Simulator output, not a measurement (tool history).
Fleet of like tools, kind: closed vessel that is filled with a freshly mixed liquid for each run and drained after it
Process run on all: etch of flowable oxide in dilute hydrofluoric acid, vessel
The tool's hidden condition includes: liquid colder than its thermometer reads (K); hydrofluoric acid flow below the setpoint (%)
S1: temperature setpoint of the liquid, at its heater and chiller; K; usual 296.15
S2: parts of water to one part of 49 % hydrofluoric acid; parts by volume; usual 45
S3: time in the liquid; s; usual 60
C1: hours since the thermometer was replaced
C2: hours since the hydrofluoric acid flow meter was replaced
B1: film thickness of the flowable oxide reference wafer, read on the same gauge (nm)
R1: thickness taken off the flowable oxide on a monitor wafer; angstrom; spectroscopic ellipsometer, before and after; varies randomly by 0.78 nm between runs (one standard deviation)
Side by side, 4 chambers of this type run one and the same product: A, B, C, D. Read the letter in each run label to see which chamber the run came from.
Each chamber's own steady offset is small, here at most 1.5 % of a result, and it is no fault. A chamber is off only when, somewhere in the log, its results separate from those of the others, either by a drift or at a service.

run   hour      S1  S2  S3      C1     C2      B1      R1
 1A   13.9  296.15  45  60  1917.2  573.5  79.984  914.32
 2B   21.4  296.15  45  60  1052.8  528.3  79.960  909.65
 3C   30.8  296.15  45  60   345.5  190.0  80.027  932.87
 4D   43.2  296.15  45  60    52.2  653.2  80.004  930.05
 5A   56.9  296.15  45  60  1960.2  616.5  80.022  917.21
 6C   72.3  296.15  55  75   387.0  231.5  79.996  936.99
 7D   83.3  296.15  55  75    92.3  693.3  80.021  943.28
 8B   97.6  296.15  55  75  1129.0  604.5  80.030  927.68
 9D  108.4  296.15  55  75   117.4  718.4  79.984  933.63
10C  122.5  296.15  55  40   437.2  281.7  80.021  495.56
11B  134.1  296.15  55  40  1165.5  641.0  79.967  495.38
12A  143.4  296.15  55  40  2046.7  703.0  79.973  479.33
13A  150.4  296.15  55  40  2053.7  710.0  79.988  490.05
14D  159.7  296.15  60  35   168.7  769.7  80.005  400.67
15B  170.9  296.15  60  35  1202.3  677.8  79.966  390.01
16C  185.4  296.15  60  35   500.1  344.6  80.044  392.55
17C  200.7  296.15  60  35   515.4  359.9  80.003  389.04
18D  216.0  296.15  45  60   225.0  826.0  80.016  926.77
19B  229.7  296.15  45  60  1261.1  736.6  79.965  916.85
20A  240.7  296.15  45  60  2144.0  800.3  80.041  878.96
21C  250.7  296.15  45  60   565.4  409.9  80.014  929.86
22D  258.8  296.15  45  60   267.8  868.8  80.004  913.79
23B  272.8  296.15  45  60  1304.2  779.7  79.993  915.61
24A  287.5  296.15  45  60  2190.8  847.1  79.970  851.53
25C  295.7  296.15  45  60   610.4  454.9  79.965  925.76
26A  310.0  296.15  45  60  2213.3  869.6  79.951  861.47
27D  321.3  296.15  45  60   330.3  931.3  79.968  928.70
28B  329.1  296.15  45  60  1360.5  836.0  79.999  916.28
29C  344.4  296.15  45  60   659.1  503.6  79.985  928.21
30D  359.0  296.15  45  60   368.0  969.0  80.016  924.86

Next, all 4 chambers run the settings below, one line each with question marks for the results. What does each chamber give?
31A  370.1  296.15  45  60               ?
31B  370.1  296.15  45  60               ?
31C  370.1  296.15  45  60               ?
31D  370.1  296.15  45  60               ?

run      R1
31A  851.45
31B  911.53
31C  915.98
31D  923.84
